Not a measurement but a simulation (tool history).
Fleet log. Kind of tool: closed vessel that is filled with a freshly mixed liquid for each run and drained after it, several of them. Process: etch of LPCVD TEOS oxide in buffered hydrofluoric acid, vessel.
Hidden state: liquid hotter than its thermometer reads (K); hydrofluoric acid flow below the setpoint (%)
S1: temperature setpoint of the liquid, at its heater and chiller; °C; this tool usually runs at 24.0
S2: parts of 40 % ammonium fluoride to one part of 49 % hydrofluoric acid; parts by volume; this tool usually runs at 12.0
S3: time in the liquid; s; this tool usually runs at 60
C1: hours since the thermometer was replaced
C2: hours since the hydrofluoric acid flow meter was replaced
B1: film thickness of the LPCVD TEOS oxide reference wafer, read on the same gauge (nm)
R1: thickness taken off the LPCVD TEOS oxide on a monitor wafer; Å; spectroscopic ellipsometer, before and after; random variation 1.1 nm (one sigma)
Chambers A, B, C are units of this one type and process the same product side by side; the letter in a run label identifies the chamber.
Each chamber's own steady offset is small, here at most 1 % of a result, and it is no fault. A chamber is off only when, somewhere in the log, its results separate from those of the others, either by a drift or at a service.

run     day    S1    S2  S3      C1      C2      B1       R1
 1B   0.267  24.0  12.0  60   578.7  1859.1  49.991  1161.30
 2A   0.521  24.0  12.0  60   818.7   414.7  50.008  1168.80
      0.642  -- chamber B: hydrofluoric acid flow meter replaced
 3C   0.746  24.0  12.0  60  1123.5  1163.9  50.002  1164.60
 4C   0.992  24.0  12.0  60  1129.4  1169.8  50.004  1147.60
 5A   1.200  24.0  12.0  60   835.0   431.0  50.004  1151.30
 6B   1.538  24.0  12.0  60   609.2    21.6  49.980  1154.60
 7B   1.721  24.0  12.0  60   613.6    26.0  50.014  1147.70
 8A   2.108  24.0  12.0  60   856.8   452.8  49.992  1162.60
 9C   2.321  24.0  12.0  60  1161.3  1201.7  49.988  1158.90
10B   2.683  24.0  12.0  60   636.7    49.1  49.978  1165.00
11A   3.042  28.0  12.0  50   879.2   475.2  50.000  1208.70
12C   3.296  28.0  12.0  50  1184.7  1225.1  50.008  1194.50
13B   3.617  28.0  12.0  50   659.1    71.5  50.009  1201.30
14A   3.946  24.0  12.0  60   900.9   496.9  50.002  1165.00
15C   4.142  24.0  12.0  60  1205.0  1245.4  50.009  1161.00
16C   4.396  24.0  12.0  60  1211.1  1251.5  50.012  1181.50
17A   4.725  24.0  16.0  60   919.6   515.6  50.002   875.84
18B   5.096  24.0  16.0  60   694.6   107.0  50.028   883.34
19A   5.412  24.0  16.0  60   936.1   532.1  50.017   884.11
20C   5.738  24.0  12.0  60  1243.3  1283.7  50.025  1197.70
21B   6.046  24.0  12.0  60   717.4   129.8  50.009  1181.80
22C   6.258  24.0  12.0  60  1255.8  1296.2  50.028  1216.20
23A   6.508  24.0  12.0  60   962.4   558.4  49.995  1176.70
24B   6.758  24.0  12.0  60   734.5   146.9  50.021  1150.30
25C   7.117  24.0  12.0  60  1276.4  1316.8  50.014  1223.50
26A   7.512  24.0   7.5  85   986.5   582.5  49.994  2574.90
27B   7.762  24.0   7.5  85   758.6   171.0  49.995  2574.30
28B   8.125  24.0   7.5  85   767.3   179.7  50.026  2552.10
29A   8.392  24.0  12.0  60  1007.6   603.6  49.993  1170.80
30C   8.800  24.0  12.0  60  1316.8  1357.2  50.001  1265.90
31A   9.088  24.0  12.0  60  1024.3   620.3  49.981  1154.30
32B   9.458  24.0  12.0  60   799.3   211.7  50.009  1164.20
33C   9.854  22.5  12.0  60  1342.1  1382.5  50.017  1202.30
34C  10.154  22.5  12.0  60  1349.3  1389.7  49.998  1187.10
35A  10.392  22.5  12.0  60  1055.6   651.6  50.007  1064.80
36B  10.571  24.0   8.5  75   826.0   238.4  49.981  1995.60
37A  10.838  24.0   8.5  75  1066.3   662.3  49.989  1990.10

What goes on in this fleet: one chamber off, a drifting gauge, or nothing beyond the chambers' own small offsets? Name the chamber and the cause, if any.

It is chamber C that slowly wanders off from its peers.
Most likely cause: liquid hotter than its thermometer reads (K) = 2.48.
From this log alone, it may not be told apart from: hydrofluoric acid flow above the setpoint (%).

Which of the 4 candidates below, each the usual settings with something changed and its results left as question marks, puts chamber C back in line with what the other chambers give on the usual settings?
In-line tolerance around the mean of the other chambers on the usual settings: R1 40.00 Å
38C-1  11.129  26.5  12.0  60               ?
38C-2  11.129  24.0  12.0  75               ?
38C-3  11.129  24.0  12.5  55               ?
38C-4  11.129  23.0  14.0  60               ?

The other chambers' mean on the usual settings: R1 1158.70 Å
  run       R1
38C-1  1520.10
38C-2  1666.70
38C-3  1174.00
38C-4  1086.30
The answer is 38C-3, which returns the chamber to within the allowed miss of the others.

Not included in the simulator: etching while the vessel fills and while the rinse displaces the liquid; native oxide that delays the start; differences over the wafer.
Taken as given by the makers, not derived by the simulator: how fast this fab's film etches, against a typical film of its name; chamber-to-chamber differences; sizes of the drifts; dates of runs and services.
